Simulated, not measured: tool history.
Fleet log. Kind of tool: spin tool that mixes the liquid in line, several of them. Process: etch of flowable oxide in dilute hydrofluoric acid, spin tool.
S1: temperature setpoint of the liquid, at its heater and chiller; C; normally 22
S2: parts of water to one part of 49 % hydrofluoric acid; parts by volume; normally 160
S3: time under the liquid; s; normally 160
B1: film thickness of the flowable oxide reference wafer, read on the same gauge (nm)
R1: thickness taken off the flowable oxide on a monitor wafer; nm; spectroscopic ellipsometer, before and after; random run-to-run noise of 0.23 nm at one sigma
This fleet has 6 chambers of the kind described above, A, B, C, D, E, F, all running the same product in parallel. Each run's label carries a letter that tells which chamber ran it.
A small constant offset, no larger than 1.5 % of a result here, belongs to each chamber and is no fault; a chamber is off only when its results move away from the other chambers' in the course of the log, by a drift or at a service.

run   hour  S1   S2   S3      B1      R1
 1D    9.0  22  160  160  149.99  28.281
 2E   22.8  22  160  160  149.98  28.134
 3F   32.6  22  160  160  150.00  28.455
 4C   40.7  22  160  160  149.98  28.478
 5A   54.6  18  160  160  150.00  24.042
      63.8  -- chamber D: hydrofluoric acid flow meter replaced
 6B   68.8  18  160  160  149.98  23.755
 7C   76.6  18  160  160  150.01  24.287
 8E   91.6  18  160  160  149.99  24.121
 9A  101.4  18  160  160  150.00  24.024
10B  109.6  18  160  160  150.02  23.990
11F  124.5  22  160  160  150.01  28.252
12D  139.2  22  160  160  150.01  28.070
13B  154.4  22   85  225  150.00  80.602
14D  167.6  22   85  225  150.00  80.476
15C  177.4  22   85  225  150.02  82.399
16F  185.3  22   85  225  150.00  82.785
17E  195.7  22   85  225  150.01  82.269
18A  207.4  22   85  225  150.00  81.138
19C  219.9  22  160  160  150.00  28.619
     226.6  -- chamber C: hydrofluoric acid flow meter replaced
20B  227.5  22  160  160  150.00  28.018
21F  240.8  22  160  160  150.01  28.682
22D  255.9  22  160  160  150.02  28.200
     256.2  -- chamber A: thermometer replaced
23A  263.3  22  160  160  150.01  28.539
24E  273.9  22  160  160  150.02  28.545
25C  283.3  22  105  160  150.02  45.171
26D  291.8  22  105  160  149.98  45.139
27A  305.8  22  105  160  150.01  45.763
28B  320.4  22  105  160  150.00  45.710
29F  328.0  22  105  160  150.01  45.513
30E  335.0  22  105  160  150.00  46.044
31D  342.2  22  160  160  150.01  27.717
     349.0  -- chamber E: hydrofluoric acid flow meter replaced
32B  349.2  22  160  160  150.00  28.136
33A  360.7  22  160  160  150.01  28.333
34F  373.3  22  160  160  149.99  27.660
35C  384.6  22  230  250  149.99  27.791
36E  398.2  22  230  250  150.00  28.457
37D  405.1  22  230  250  149.99  28.479
38E  418.9  22  230  250  150.00  28.291
39C  430.3  22  230  250  150.00  27.661
40F  445.0  22  230  250  150.00  28.445
41B  460.5  22  160  160  150.01  28.118
42A  473.4  22  160  160  150.01  28.242
43B  487.3  22  160  160  150.00  27.866
44C  498.9  22  160  160  150.02  26.899

Each of the 6 chambers runs these same settings next. Fill in every chamber's results:
45A  510.0  22  160  160       ?
45B  510.0  22  160  160       ?
45C  510.0  22  160  160       ?
45D  510.0  22  160  160       ?
45E  510.0  22  160  160       ?
45F  510.0  22  160  160       ?

run      R1
45A  28.196
45B  28.468
45C  26.355
45D  27.717
45E  28.723
45F  27.830
